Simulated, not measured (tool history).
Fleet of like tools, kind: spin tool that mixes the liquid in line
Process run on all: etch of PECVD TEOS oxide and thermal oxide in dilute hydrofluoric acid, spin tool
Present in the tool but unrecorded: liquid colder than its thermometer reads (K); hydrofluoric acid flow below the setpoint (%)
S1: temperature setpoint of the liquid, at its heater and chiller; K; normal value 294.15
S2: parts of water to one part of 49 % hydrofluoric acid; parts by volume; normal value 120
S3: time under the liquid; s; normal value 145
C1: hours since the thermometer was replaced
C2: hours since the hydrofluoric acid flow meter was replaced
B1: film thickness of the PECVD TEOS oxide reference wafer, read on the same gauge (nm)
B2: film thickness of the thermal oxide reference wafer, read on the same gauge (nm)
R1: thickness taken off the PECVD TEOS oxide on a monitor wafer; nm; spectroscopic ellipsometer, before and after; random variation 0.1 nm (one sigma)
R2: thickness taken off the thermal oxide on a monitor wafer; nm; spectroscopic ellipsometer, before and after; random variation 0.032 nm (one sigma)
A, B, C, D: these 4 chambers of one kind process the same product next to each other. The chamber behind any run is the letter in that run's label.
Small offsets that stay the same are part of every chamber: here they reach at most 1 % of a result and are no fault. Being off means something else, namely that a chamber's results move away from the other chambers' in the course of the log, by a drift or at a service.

run,hour,S1,S2,S3,C1,C2,B1,B2,R1,R2
1B,5.5,294.15,120,145,2506.1,365.0,130.01,110.00,13.908,5.0929
2A,8.9,294.15,120,145,1464.9,809.1,130.00,109.99,13.714,5.0597
3C,11.9,294.15,120,145,192.2,554.1,130.00,110.00,13.669,5.1127
4D,16.1,294.15,120,145,2098.7,934.1,129.99,110.00,13.701,5.1081
5B,20.4,294.15,120,145,2521.0,379.9,130.00,109.99,14.047,5.0690
6A,24.3,290.65,95,145,1480.3,824.5,130.01,110.01,15.640,5.7349
7C,28.6,290.65,95,145,208.9,570.8,130.00,110.00,15.287,5.6840
8D,34.7,290.65,95,145,2117.3,952.7,129.99,110.01,15.279,5.6951
9B,38.8,290.65,95,145,2539.4,398.3,130.00,110.00,15.757,5.7726
10A,44.0,294.15,120,145,1500.0,844.2,129.99,110.01,13.736,5.1482
11D,48.3,294.15,120,145,2130.9,966.3,130.00,110.00,13.557,5.0647
12C,53.9,294.15,120,145,234.2,596.1,130.00,109.99,13.600,5.0767
13D,60.5,294.15,120,145,2143.1,978.5,129.99,110.00,13.898,5.1129
# hour 65.2: chamber D: hydrofluoric acid flow meter replaced
14C,67.1,294.15,120,145,247.4,609.3,130.01,109.99,13.558,5.0971
15B,72.3,294.15,120,145,2572.9,431.8,129.99,110.00,13.799,5.0810
16A,76.0,294.15,120,145,1532.0,876.2,130.00,110.00,13.780,5.1312
17C,79.8,294.15,120,145,260.1,622.0,130.03,110.00,13.794,5.1031
18D,85.4,294.15,120,145,2168.0,20.3,130.00,110.00,13.936,5.1185
19A,90.2,294.15,120,145,1546.2,890.4,130.01,110.00,13.848,5.1251
20B,96.4,294.15,95,110,2597.0,455.9,129.98,110.00,13.713,5.0589
21D,99.5,294.15,95,110,2182.1,34.4,130.01,110.01,13.452,5.0621
22C,103.7,294.15,95,110,284.0,645.9,129.99,109.99,13.313,4.9758
23B,109.8,294.15,95,110,2610.4,469.3,129.98,109.99,13.596,4.9859
24A,115.3,294.15,120,145,1571.3,915.5,130.00,109.99,13.605,5.0965
25B,119.7,294.15,120,145,2620.3,479.2,130.00,110.00,13.815,5.0621
26D,126.0,298.15,120,145,2208.6,60.9,129.99,110.00,15.933,6.0421
27A,129.2,298.15,120,145,1585.2,929.4,130.01,110.00,16.123,6.0543
28C,134.1,298.15,120,145,314.4,676.3,130.01,110.00,16.089,5.9250
29C,138.0,298.15,120,145,318.3,680.2,129.98,110.00,16.057,5.9446
30D,143.5,294.15,120,145,2226.1,78.4,129.98,109.98,13.726,5.1789

For the next run the whole fleet of 4 chambers uses the same settings. Give each chamber's results:
31A,148.3,294.15,120,145,,,,,?,?
31B,148.3,294.15,120,145,,,,,?,?
31C,148.3,294.15,120,145,,,,,?,?
31D,148.3,294.15,120,145,,,,,?,?

run,R1,R2
31A,13.773,5.0882
31B,13.867,5.0436
31C,13.781,5.1126
31D,13.717,5.1233

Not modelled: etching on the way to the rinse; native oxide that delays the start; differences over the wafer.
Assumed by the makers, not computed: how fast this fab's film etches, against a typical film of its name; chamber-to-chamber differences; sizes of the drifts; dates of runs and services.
